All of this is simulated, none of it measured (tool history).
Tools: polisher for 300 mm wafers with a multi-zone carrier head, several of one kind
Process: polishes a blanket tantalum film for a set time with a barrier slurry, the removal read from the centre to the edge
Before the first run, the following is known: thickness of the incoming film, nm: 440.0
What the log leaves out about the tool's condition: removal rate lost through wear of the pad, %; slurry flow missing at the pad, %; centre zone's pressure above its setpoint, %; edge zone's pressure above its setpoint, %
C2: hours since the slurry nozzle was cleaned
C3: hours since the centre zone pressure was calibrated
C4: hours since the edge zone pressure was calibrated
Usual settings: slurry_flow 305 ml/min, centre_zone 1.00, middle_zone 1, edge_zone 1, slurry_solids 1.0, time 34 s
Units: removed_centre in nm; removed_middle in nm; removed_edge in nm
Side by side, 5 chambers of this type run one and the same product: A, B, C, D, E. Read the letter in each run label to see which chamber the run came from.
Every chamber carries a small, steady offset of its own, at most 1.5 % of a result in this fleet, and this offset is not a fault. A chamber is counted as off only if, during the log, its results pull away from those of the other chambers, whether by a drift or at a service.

At day 0.300: chamber C: worn pad replaced by a new one.
Run 1A, day 0.504: usual settings; wafers polished on this pad 735; C2 119.3; C3 514.8; C4 347.9. Result: removed_centre 59.661 nm, removed_middle 58.518 nm, removed_edge 58.575 nm.
At day 0.583: chamber A: edge zone pressure recalibrated.
Run 2B, day 0.867: usual settings; wafers polished on this pad 276; C2 111.5; C3 440.7; C4 849.0. Result: removed_centre 58.123 nm, removed_middle 58.814 nm, removed_edge 59.502 nm.
At day 1.012: chamber B: centre zone pressure recalibrated.
Run 3D, day 1.125: usual settings; wafers polished on this pad 625; C2 221.2; C3 27.2; C4 163.8. Result: removed_centre 60.759 nm, removed_middle 58.434 nm, removed_edge 58.946 nm.
At day 1.392: chamber D: worn pad replaced by a new one.
Run 4E, day 1.492: usual settings; wafers polished on this pad 636; C2 589.4; C3 264.7; C4 794.0. Result: removed_centre 58.371 nm, removed_middle 58.033 nm, removed_edge 60.044 nm.
Run 5C, day 1.758: usual settings; wafers polished on this pad 282; C2 197.3; C3 775.2; C4 1463.6. Result: removed_centre 59.072 nm, removed_middle 59.856 nm, removed_edge 58.485 nm.
Run 6A, day 2.167: usual settings; wafers polished on this pad 1057; C2 159.2; C3 554.7; C4 38.1. Result: removed_centre 60.198 nm, removed_middle 58.749 nm, removed_edge 57.688 nm.
Run 7D, day 2.471: usual settings; wafers polished on this pad 209; C2 253.5; C3 59.5; C4 196.1. Result: removed_centre 59.929 nm, removed_middle 57.972 nm, removed_edge 57.330 nm.
Run 8E, day 2.933: usual settings; wafers polished on this pad 915; C2 624.0; C3 299.3; C4 828.6. Result: removed_centre 57.709 nm, removed_middle 59.606 nm, removed_edge 58.842 nm.
At day 3.104: chamber B: edge zone pressure recalibrated.
At day 3.304: chamber A: centre zone pressure recalibrated.
Run 9B, day 3.317: usual settings; wafers polished on this pad 750; C2 170.3; C3 55.4; C4 5.1. Result: removed_centre 60.483 nm, removed_middle 58.614 nm, removed_edge 58.485 nm.
At day 3.325: chamber C: worn pad replaced by a new one.
Run 10C, day 3.692: usual settings; wafers polished on this pad 71; C2 243.7; C3 821.6; C4 1510.0. Result: removed_centre 58.006 nm, removed_middle 60.087 nm, removed_edge 60.198 nm.
Run 11C, day 4.138: usual settings but slurry_flow 395 ml/min, time 26 s; wafers polished on this pad 157; C2 254.4; C3 832.3; C4 1520.7. Result: removed_centre 46.818 nm, removed_middle 46.295 nm, removed_edge 46.165 nm.
At day 4.296: chamber E: slurry nozzle cleaned.
Run 12E, day 4.425: usual settings but slurry_flow 395 ml/min, time 26 s; wafers polished on this pad 1204; C2 3.2; C3 335.1; C4 864.4. Result: removed_centre 45.154 nm, removed_middle 46.318 nm, removed_edge 45.532 nm.
At day 4.779: chamber D: worn pad replaced by a new one.
Run 13A, day 4.821: usual settings but slurry_flow 395 ml/min, time 26 s; wafers polished on this pad 1571; C2 222.9; C3 36.5; C4 101.8. Result: removed_centre 45.081 nm, removed_middle 45.403 nm, removed_edge 46.654 nm.
At day 5.038: chamber A: worn pad replaced by a new one.
At day 5.067: chamber C: slurry nozzle cleaned.
Run 14D, day 5.162: usual settings but slurry_flow 395 ml/min, time 26 s; wafers polished on this pad 74; C2 318.1; C3 124.1; C4 260.7. Result: removed_centre 47.975 nm, removed_middle 45.016 nm, removed_edge 46.425 nm.
Run 15B, day 5.600: usual settings but slurry_flow 395 ml/min, time 26 s; wafers polished on this pad 1192; C2 225.1; C3 110.2; C4 59.9. Result: removed_centre 46.870 nm, removed_middle 45.545 nm, removed_edge 45.086 nm.
Run 16C, day 5.933: usual settings; wafers polished on this pad 505; C2 20.8; C3 875.4; C4 1563.8. Result: removed_centre 59.844 nm, removed_middle 59.072 nm, removed_edge 59.518 nm.
At day 6.258: chamber C: worn pad replaced by a new one.
Run 17A, day 6.408: usual settings; wafers polished on this pad 265; C2 261.0; C3 74.6; C4 139.9. Result: removed_centre 58.407 nm, removed_middle 57.895 nm, removed_edge 59.201 nm.
At day 6.525: chamber B: worn pad replaced by a new one.
Run 18B, day 6.875: usual settings; wafers polished on this pad 67; C2 255.7; C3 140.8; C4 90.5. Result: removed_centre 59.028 nm, removed_middle 59.566 nm, removed_edge 59.912 nm.
Run 19D, day 7.292: usual settings but centre_zone 0.95; wafers polished on this pad 486; C2 369.2; C3 175.2; C4 311.8. Result: removed_centre 56.424 nm, removed_middle 58.798 nm, removed_edge 59.508 nm.
Run 20E, day 7.771: usual settings but centre_zone 0.95; wafers polished on this pad 1851; C2 83.5; C3 415.4; C4 944.7. Result: removed_centre 53.110 nm, removed_middle 56.815 nm, removed_edge 57.803 nm.
At day 7.896: chamber C: edge zone pressure recalibrated.
Run 21E, day 8.129: usual settings but centre_zone 0.95; wafers polished on this pad 1921; C2 92.1; C3 424.0; C4 953.3. Result: removed_centre 52.202 nm, removed_middle 56.092 nm, removed_edge 56.881 nm.
At day 8.204: chamber D: worn pad replaced by a new one.
Run 22D, day 8.496: usual settings but centre_zone 0.95; wafers polished on this pad 57; C2 398.1; C3 204.1; C4 340.7. Result: removed_centre 56.401 nm, removed_middle 58.405 nm, removed_edge 59.035 nm.
Run 23B, day 8.792: usual settings but centre_zone 0.95; wafers polished on this pad 438; C2 301.7; C3 186.8; C4 136.5. Result: removed_centre 55.219 nm, removed_middle 58.221 nm, removed_edge 58.029 nm.
At day 9.054: chamber C: worn pad replaced by a new one.
Run 24A, day 9.179: usual settings but slurry_solids 0.8; wafers polished on this pad 802; C2 327.5; C3 141.1; C4 206.4. Result: removed_centre 54.917 nm, removed_middle 54.108 nm, removed_edge 55.152 nm.
Run 25C, day 9.688: usual settings but slurry_solids 0.8; wafers polished on this pad 122; C2 110.9; C3 965.5; C4 43.1. Result: removed_centre 55.056 nm, removed_middle 56.059 nm, removed_edge 56.336 nm.
Run 26D, day 9.967: usual settings but slurry_solids 0.8; wafers polished on this pad 341; C2 433.4; C3 239.4; C4 376.0. Result: removed_centre 56.516 nm, removed_middle 54.205 nm, removed_edge 54.611 nm.
At day 10.038: chamber D: slurry nozzle cleaned.
Run 27B, day 10.358: usual settings but slurry_solids 0.8; wafers polished on this pad 742; C2 339.3; C3 224.4; C4 174.1. Result: removed_centre 54.773 nm, removed_middle 54.401 nm, removed_edge 55.658 nm.
Run 28C, day 10.742: usual settings but slurry_solids 0.8; wafers polished on this pad 326; C2 136.2; C3 990.8; C4 68.4. Result: removed_centre 55.080 nm, removed_middle 55.097 nm, removed_edge 54.126 nm.
At day 10.796: chamber D: edge zone pressure recalibrated.
Run 29E, day 11.271: usual settings; wafers polished on this pad 2529; C2 167.5; C3 499.4; C4 1028.7. Result: removed_centre 54.551 nm, removed_middle 54.993 nm, removed_edge 53.967 nm.
At day 11.454: chamber D: worn pad replaced by a new one.
Run 30A, day 11.717: usual settings; wafers polished on this pad 1293; C2 388.4; C3 202.0; C4 267.3. Result: removed_centre 60.218 nm, removed_middle 59.295 nm, removed_edge 59.533 nm.
Run 31B, day 12.200: usual settings; wafers polished on this pad 1098; C2 383.5; C3 268.6; C4 218.3. Result: removed_centre 58.117 nm, removed_middle 58.598 nm, removed_edge 59.957 nm.
At day 12.421: chamber C: worn pad replaced by a new one.
Run 32C, day 12.575: usual settings; wafers polished on this pad 29; C2 180.2; C3 1034.8; C4 112.4. Result: removed_centre 59.488 nm, removed_middle 59.120 nm, removed_edge 59.050 nm.
Run 33E, day 13.021: usual settings but slurry_flow 380 ml/min, slurry_solids 0.8; wafers polished on this pad 2868; C2 209.5; C3 541.4; C4 1070.7. Result: removed_centre 50.328 nm, removed_middle 50.906 nm, removed_edge 51.582 nm.
At day 13.154: chamber A: worn pad replaced by a new one.
Run 34A, day 13.412: usual settings but slurry_flow 380 ml/min, slurry_solids 0.8; wafers polished on this pad 50; C2 429.1; C3 242.7; C4 308.0. Result: removed_centre 56.478 nm, removed_middle 55.748 nm, removed_edge 53.978 nm.
Run 35D, day 13.638: usual settings but slurry_flow 380 ml/min, slurry_solids 0.8; wafers polished on this pad 422; C2 86.5; C3 327.5; C4 68.2. Result: removed_centre 57.094 nm, removed_middle 55.053 nm, removed_edge 56.506 nm.

Read the log: is a single chamber off, either drifting away or since a service, is the gauge that measures every chamber drifting, or is nothing wrong beyond small per-chamber offsets? Name any odd chamber and what most likely caused it.

Little by little, chamber E moves away from the other chambers.
What lies behind it: removal rate lost through wear of the pad, % = 12.

Below are 4 candidate recipes for chamber E's next run, each the usual settings with a change, their results shown as question marks. Which of them brings E's results back in line with what the other chambers give on the usual settings?
In line here means within this much of the mean the other chambers give on the usual settings: removed_centre 2.500 nm; removed_middle 1.800 nm; removed_edge 3.100 nm
Run 36E-1, day 14.017: usual settings but slurry_flow 300 ml/min, centre_zone 0.96, slurry_solids 0.95, time 28 s. Result: removed_centre ?, removed_middle ?, removed_edge ?.
Run 36E-2, day 14.017: usual settings but slurry_flow 300 ml/min, centre_zone 0.98, time 30 s. Result: removed_centre ?, removed_middle ?, removed_edge ?.
Run 36E-3, day 14.017: usual settings but slurry_flow 310 ml/min, centre_zone 1.02, time 38 s. Result: removed_centre ?, removed_middle ?, removed_edge ?.
Run 36E-4, day 14.017: usual settings but slurry_flow 315 ml/min, centre_zone 1.04, slurry_solids 1.05, time 42 s. Result: removed_centre ?, removed_middle ?, removed_edge ?.

What the other chambers average on the usual settings: removed_centre 59.391 nm; removed_middle 58.852 nm; removed_edge 58.997 nm
  run  removed_centre  removed_middle  removed_edge
36E-1          39.717          42.294        42.177
36E-2          44.184          45.991        45.869
36E-3          58.680          58.426        58.240
36E-4          67.274          65.558        65.333
36E-3 puts the chamber back in line with the other chambers.
